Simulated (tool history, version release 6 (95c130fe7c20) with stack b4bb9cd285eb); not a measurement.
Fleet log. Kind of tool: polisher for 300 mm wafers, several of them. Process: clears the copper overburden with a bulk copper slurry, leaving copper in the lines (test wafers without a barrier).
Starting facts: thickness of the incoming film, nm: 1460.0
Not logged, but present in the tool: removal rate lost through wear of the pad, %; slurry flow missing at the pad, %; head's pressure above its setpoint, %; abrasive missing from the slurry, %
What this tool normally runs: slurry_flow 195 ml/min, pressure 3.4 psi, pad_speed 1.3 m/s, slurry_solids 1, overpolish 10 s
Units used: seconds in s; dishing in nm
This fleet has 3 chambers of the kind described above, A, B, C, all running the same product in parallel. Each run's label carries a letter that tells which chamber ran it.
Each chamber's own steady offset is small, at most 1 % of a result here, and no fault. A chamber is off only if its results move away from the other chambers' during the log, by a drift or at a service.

run   hour  slurry_flow  pressure  pad_speed  slurry_solids  overpolish  wafers polished on this pad  hours since the slurry nozzle was cleaned  hours since the head pressure was calibrated  hours since the slurry blender was calibrated  seconds  dishing
 1A    7.3          195       3.4        1.3              1          10                          214                                      100.6                                        1055.3                                           54.5   109.78   59.504
      12.5  -- chamber A: head pressure recalibrated
 2C     14          195       3.4        1.3              1          10                          761                                        219                                         304.1                                           71.9   107.95   57.626
 3B   18.8          195       3.4        1.3              1          10                          250                                      324.7                                         308.5                                           72.9   112.43   58.885
 4B   26.5          195       3.4        1.3              1          10                          287                                      332.4                                         316.2                                           80.6   109.88   57.785
 5A   33.9          195       3.4        1.3              1          10                          342                                      127.2                                          21.4                                           81.1    111.3   58.943
 6C   40.2          195       2.5        1.3              1          10                          887                                      245.2                                         330.3                                           98.1   152.58   48.785
      43.8  -- chamber C: worn pad replaced by a new one
 7A   48.3          195       2.5        1.3              1          10                          411                                      141.6                                          35.8                                           95.5   151.13   48.433
 8B   56.5          195       2.5        1.3              1          10                          432                                      362.4                                         346.2                                          110.6   151.72   47.117
 9C   64.6          195       3.4        1.3              1          10                          100                                      269.6                                         354.7                                          122.5   112.93   56.937
      65.3  -- chamber B: slurry nozzle cleaned
10B   70.3          195       3.4        1.3              1          10                          498                                        5.1                                           360                                          124.4   107.77   57.078
11A   78.5          195       3.4        1.3              1          10                          557                                      171.8                                            66                                          125.7   115.33   59.452
      78.7  -- chamber B: slurry blender recalibrated
12C   87.4          195       3.4        1.3              1          10                          210                                      292.4                                         377.5                                          145.3   111.45    57.02
13A   94.8          195       3.4        1.3              1           7                          635                                      188.1                                          82.3                                            142   111.01   50.578
14C  102.1          195       3.4        1.3              1           7                          281                                      307.1                                         392.2                                            160   110.84   47.585
15B  108.3          195       3.4        1.3              1           7                          682                                       43.1                                           398                                           29.7   110.74   47.248
16A  113.2          195       3.9        1.3           0.75          10                          724                                      206.5                                         100.7                                          160.4   104.55   62.321
17B  122.1          195       3.9        1.3           0.75          10                          748                                       56.9                                         411.8                                           43.5   103.84   62.219
18C  128.1          195       3.9        1.3           0.75          10                          406                                      333.1                                         418.2                                            186    105.1   64.627
19A  138.3          195       3.4        1.3              1          10                          845                                      231.6                                         125.8                                          185.5   111.96   60.577
20B  144.9          195       3.4        1.3              1          10                          858                                       79.7                                         434.6                                           66.3   113.66   58.214
21C  153.5          195       3.4        1.3              1          10                          528                                      358.5                                         443.6                                          211.4   111.14   59.904
22B  158.4          170       3.4        1.3              1          13                          923                                       93.2                                         448.1                                           79.8   113.09   64.133
23A  165.2          170       3.4        1.3              1          13                          975                                      258.5                                         152.7                                          212.4   116.21    65.74
     166.6  -- chamber B: worn pad replaced by a new one
24C  173.9          170       3.4        1.3              1          13                          627                                      378.9                                           464                                          231.8    114.9   64.523
25B  180.2          195       3.4        1.3              1          10                           65                                        115                                         469.9                                          101.6   112.12   57.824
26C  185.4          195       3.4        1.3            0.8          10                          682                                      390.4                                         475.5                                          243.3   114.51   58.779
       186  -- chamber A: slurry nozzle cleaned
27A  193.3          195       3.4        1.3            0.8          10                         1110                                        7.3                                         180.8                                          240.5   117.79   54.938
28A  202.1          195       3.4        1.3            0.8          10                         1153                                       16.1                                         189.6                                          249.3   118.65   56.011
29C    207          195       3.4        1.3              1          10                          786                                        412                                         497.1                                          264.9   114.01   58.235
30B  211.9          175       3.4        1.3              1           4                          218                                      146.7                                         501.6                                          133.3   110.66   32.271
31B  217.8          175       3.4        1.3              1           4                          247                                      152.6                                         507.5                                          139.2   112.42   31.282
32C  227.9          175       3.4        1.3              1           4                          887                                      432.9                                           518                                          285.8   110.03     32.1
     229.3  -- chamber C: worn pad replaced by a new one
       234  -- chamber A: worn pad replaced by a new one
33A  235.1          195       4.2        1.3            1.2          10                            5                                       49.1                                         222.6                                          282.3   88.446   66.519
34A  241.6          195       4.2        1.3            1.2          10                           37                                       55.6                                         229.1                                          288.8   88.858   63.022
     248.7  -- chamber B: slurry blender recalibrated
35B  250.1          195       4.2        1.3            1.2          10                          402                                      184.9                                         539.8                                            1.5   88.231   65.047
36C  258.1          195       3.4        1.3              1          10                          138                                      463.1                                         548.2                                            316   112.44   59.409
37C  265.6          195       3.4        1.3              1          10                          175                                      470.6                                         555.7                                          323.5   112.56   59.896
38B  270.1          195       3.4        1.3              1          10                          499                                      204.9                                         559.8                                           21.5   110.96   59.191
39A  277.6          195       3.4        1.3              1          10                          210                                       91.6                                         265.1                                          324.8   112.61   56.872

Has any chamber moved away from the others, gradually or after a service, or does the common gauge drift, or do the chambers differ only by their own small steady offsets? State the chamber and the most likely cause if one applies.

Neither any chamber nor the gauge drifts; the chambers differ only by their own small, steady offsets.

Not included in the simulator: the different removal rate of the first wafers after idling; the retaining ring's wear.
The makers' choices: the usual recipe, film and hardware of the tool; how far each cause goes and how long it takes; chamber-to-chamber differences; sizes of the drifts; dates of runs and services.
